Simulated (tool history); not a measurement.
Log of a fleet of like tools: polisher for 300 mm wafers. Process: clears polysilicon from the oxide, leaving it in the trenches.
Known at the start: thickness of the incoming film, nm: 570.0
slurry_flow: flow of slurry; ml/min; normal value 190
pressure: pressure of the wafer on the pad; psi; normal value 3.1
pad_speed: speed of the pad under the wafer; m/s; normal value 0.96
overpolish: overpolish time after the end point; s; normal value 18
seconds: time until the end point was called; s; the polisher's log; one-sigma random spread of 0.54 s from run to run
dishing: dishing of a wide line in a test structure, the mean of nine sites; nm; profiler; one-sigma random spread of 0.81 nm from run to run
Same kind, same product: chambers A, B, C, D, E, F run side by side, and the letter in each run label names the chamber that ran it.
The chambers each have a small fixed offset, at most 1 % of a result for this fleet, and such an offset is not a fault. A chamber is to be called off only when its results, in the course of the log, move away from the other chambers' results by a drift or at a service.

run	hour	slurry_flow	pressure	pad_speed	overpolish	wafers polished on this pad	hours since the slurry nozzle was cleaned	hours since the head pressure was calibrated	seconds	dishing
1B	6.4	190	3.1	0.96	18	463	242.7	349.1	44.990	72.920
# hour 11.1: chamber D: worn pad replaced by a new one
2C	14.5	190	3.1	0.96	18	291	323.4	235.1	44.879	72.114
# hour 18.6: chamber B: slurry nozzle cleaned
3A	20.4	190	3.1	0.96	18	859	98.3	69.0	45.849	73.416
4E	25.7	190	3.1	0.96	18	971	502.0	963.8	45.881	72.926
5D	31.0	190	3.1	0.96	18	190	208.2	395.2	45.762	72.012
6F	35.3	190	3.1	0.96	18	555	386.1	108.6	46.354	72.942
7D	43.2	190	3.1	0.96	18	306	220.4	407.4	45.998	73.018
# hour 51.3: chamber B: worn pad replaced by a new one
8C	51.8	190	3.1	0.96	18	647	360.7	272.4	45.541	73.172
9E	57.8	190	3.1	0.96	18	1277	534.1	995.9	45.561	73.682
10B	65.1	190	2.1	0.96	18	132	46.6	407.8	66.600	65.477
# hour 67.8: chamber E: worn pad replaced by a new one
# hour 68.9: chamber A: worn pad replaced by a new one
# hour 71.0: chamber E: slurry nozzle cleaned
11A	72.0	190	2.1	0.96	18	30	149.9	120.6	67.367	66.653
# hour 76.8: chamber C: worn pad replaced by a new one
# hour 79.5: chamber D: worn pad replaced by a new one
12F	80.4	190	2.1	0.96	18	986	431.2	153.7	67.902	65.919
13A	89.1	190	2.1	0.96	18	193	167.0	137.7	66.505	65.897
14E	96.6	190	2.1	0.96	18	276	25.6	1034.7	66.806	64.874
15C	100.9	190	2.1	0.96	18	230	409.8	321.5	68.352	65.980
16B	109.8	190	3.1	0.96	18	559	91.3	452.5	44.894	71.881
# hour 115.9: chamber F: slurry nozzle cleaned
17D	117.8	190	3.1	0.96	18	366	295.0	482.0	46.271	71.722
# hour 118.1: chamber D: slurry nozzle cleaned
# hour 122.4: chamber C: head pressure recalibrated
18F	125.8	190	3.1	0.96	18	1420	10.0	199.1	48.394	72.726
19B	132.0	190	3.1	0.96	18	772	113.5	474.7	45.539	72.013
20D	136.7	190	3.1	0.96	18	547	18.6	500.9	45.587	72.533
21E	143.4	190	3.1	0.96	18	723	72.4	1081.5	45.785	72.982
22F	149.1	190	3.1	0.96	18	1643	33.3	222.4	48.253	72.780
# hour 150.7: chamber D: worn pad replaced by a new one
23A	156.0	190	3.1	0.96	18	833	233.9	204.6	46.504	71.113
24C	160.8	190	3.1	0.96	18	803	469.7	38.5	46.215	72.867
# hour 163.3: chamber B: worn pad replaced by a new one
25E	165.5	190	3.1	0.96	18	934	94.5	1103.6	44.511	72.933
# hour 171.6: chamber C: worn pad replaced by a new one
26C	173.5	190	3.1	0.96	18	18	482.4	51.2	46.495	73.105
27D	180.3	190	3.1	0.96	18	283	62.2	544.5	46.317	73.237
28A	186.9	190	3.1	0.96	18	1128	264.8	235.5	45.717	72.012
29B	193.3	190	2.4	0.96	27	287	174.8	536.0	60.171	72.850
30F	200.6	190	2.4	0.96	27	2136	84.8	273.9	62.301	72.468
31F	206.8	190	2.4	0.96	27	2195	91.0	280.1	64.969	74.392
32E	212.0	190	2.4	0.96	27	1379	141.0	1150.1	58.281	73.717
# hour 212.4: chamber A: worn pad replaced by a new one
33D	216.0	190	2.4	0.96	27	624	97.9	580.2	58.979	75.062
34B	222.9	190	2.4	0.96	27	570	204.4	565.6	59.797	74.462
35A	230.9	190	3.1	0.96	18	177	308.8	279.5	45.408	72.411
36C	234.8	190	3.1	0.96	18	604	543.7	112.5	44.969	74.502
37C	241.1	190	3.1	0.96	18	664	550.0	118.8	47.226	72.646
38B	246.4	190	3.1	0.96	18	794	227.9	589.1	46.098	71.681

Next, every chamber runs the same settings. What will each give?
39A	252.9	190	3.1	0.96	26				?	?
39B	252.9	190	3.1	0.96	26				?	?
39C	252.9	190	3.1	0.96	26				?	?
39D	252.9	190	3.1	0.96	26				?	?
39E	252.9	190	3.1	0.96	26				?	?
39F	252.9	190	3.1	0.96	26				?	?

run	seconds	dishing
39A	45.279	74.749
39B	46.357	74.805
39C	45.923	76.102
39D	45.830	76.595
39E	45.617	77.198
39F	50.684	75.028
